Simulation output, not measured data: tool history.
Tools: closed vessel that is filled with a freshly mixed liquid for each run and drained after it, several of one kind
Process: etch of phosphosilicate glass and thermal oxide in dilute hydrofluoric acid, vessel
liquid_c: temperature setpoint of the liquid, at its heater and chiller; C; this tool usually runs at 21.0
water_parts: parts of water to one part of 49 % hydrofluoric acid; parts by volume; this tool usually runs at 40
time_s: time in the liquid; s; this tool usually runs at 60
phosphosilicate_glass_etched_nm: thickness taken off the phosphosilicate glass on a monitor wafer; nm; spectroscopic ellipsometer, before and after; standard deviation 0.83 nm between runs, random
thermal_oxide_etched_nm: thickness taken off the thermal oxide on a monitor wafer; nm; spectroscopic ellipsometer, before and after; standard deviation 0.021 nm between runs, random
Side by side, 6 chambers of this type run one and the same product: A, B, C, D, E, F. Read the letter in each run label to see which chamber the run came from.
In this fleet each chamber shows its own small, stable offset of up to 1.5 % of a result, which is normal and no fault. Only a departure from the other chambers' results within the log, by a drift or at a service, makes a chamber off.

run,day,liquid_c,water_parts,time_s,hours since the thermometer was replaced,hours since the hydrofluoric acid flow meter was replaced,"read-back film thickness of the phosphosilicate glass reference wafer, read on the same gauge (nm)","read-back film thickness of the thermal oxide reference wafer, read on the same gauge (nm)",phosphosilicate_glass_etched_nm,thermal_oxide_etched_nm
1C,0.304,21.0,40,60,1655.0,543.3,39.993,150.03,96.324,6.7611
2F,0.708,21.0,40,60,709.1,38.3,39.988,149.94,97.754,6.5822
3D,1.012,21.0,40,60,1576.3,760.7,39.999,149.99,97.158,6.7177
4B,1.238,21.0,40,60,2112.8,943.3,40.063,149.99,99.060,6.7550
5A,1.521,21.0,40,60,218.8,587.3,39.968,149.95,98.615,6.6385
6E,1.775,21.0,40,60,169.4,224.2,40.007,149.98,96.755,6.7041
7B,1.950,21.0,40,60,2129.9,960.4,39.995,150.00,98.979,6.7614
8E,2.142,21.0,40,60,178.2,233.0,40.012,150.01,97.440,6.7223
9D,2.417,17.0,55,60,1610.0,794.4,40.002,150.00,57.797,4.0581
10F,2.738,17.0,55,60,757.8,87.0,40.011,150.01,58.056,3.9863
11A,3.054,17.0,55,60,255.6,624.1,40.022,150.01,58.100,3.9933
12C,3.458,17.0,55,60,1730.7,619.0,40.007,149.96,59.196,4.0520
13B,3.654,17.0,55,60,2170.8,1001.3,40.004,149.98,59.753,4.0951
14C,4.012,17.0,55,60,1744.0,632.3,40.045,150.02,58.245,4.0727
15A,4.425,24.5,30,60,288.5,657.0,39.981,150.00,150.020,10.4160
16D,4.804,24.5,30,60,1667.3,851.7,40.018,150.02,152.620,10.5700
17F,5.000,24.5,30,60,812.1,141.3,39.989,150.04,153.060,10.3260
18E,5.292,24.5,30,60,253.8,308.6,40.015,150.00,153.470,10.5370
19F,5.654,24.5,30,60,827.8,157.0,39.995,150.02,151.950,10.3720
# day 5.775: chamber C: thermometer replaced
20D,5.850,24.5,30,60,1692.4,876.8,40.008,150.02,153.640,10.5540
21A,6.133,21.0,40,60,329.5,698.0,39.990,149.97,95.959,6.6008
22E,6.329,21.0,40,60,278.7,333.5,39.995,150.00,97.105,6.7467
23B,6.679,21.0,40,60,2243.4,1073.9,39.986,149.98,98.708,6.7889
24C,7.042,21.0,40,60,30.5,705.0,39.953,149.98,98.024,6.7213
25F,7.421,18.0,40,35,870.2,199.4,39.993,149.99,50.171,3.3985
26E,7.600,18.0,40,35,309.2,364.0,39.993,150.03,50.338,3.4414
27D,7.933,18.0,40,35,1742.4,926.8,40.033,149.99,50.035,3.4454
28A,8.242,18.0,40,35,380.1,748.6,39.992,150.05,49.674,3.3968
29B,8.558,18.0,40,35,2288.5,1119.0,39.988,150.00,50.222,3.4686
30C,8.912,18.0,40,35,75.4,749.9,40.017,150.01,50.724,3.4568
31E,9.158,21.0,40,60,346.6,401.4,39.983,150.02,97.676,6.7683
32A,9.538,21.0,40,60,411.2,779.7,40.019,150.01,97.643,6.6158
33B,9.883,21.0,40,60,2320.3,1150.8,39.982,149.95,98.609,6.7331
34C,10.192,21.0,40,60,106.1,780.6,39.959,149.99,97.954,6.7361
35F,10.479,21.0,40,60,943.6,272.8,39.968,150.01,98.364,6.6427
36D,10.721,21.0,40,60,1809.3,993.7,40.000,150.00,97.866,6.6961
37F,10.962,21.0,40,60,955.2,284.4,39.980,150.01,99.394,6.6006

Each of the 6 chambers runs these same settings next. Fill in every chamber's results:
38A,11.258,21.0,40,60,,,,,?,?
38B,11.258,21.0,40,60,,,,,?,?
38C,11.258,21.0,40,60,,,,,?,?
38D,11.258,21.0,40,60,,,,,?,?
38E,11.258,21.0,40,60,,,,,?,?
38F,11.258,21.0,40,60,,,,,?,?

run,phosphosilicate_glass_etched_nm,thermal_oxide_etched_nm
38A,96.816,6.6276
38B,97.605,6.7294
38C,96.937,6.7315
38D,97.864,6.7601
38E,98.823,6.6908
38F,98.734,6.5852
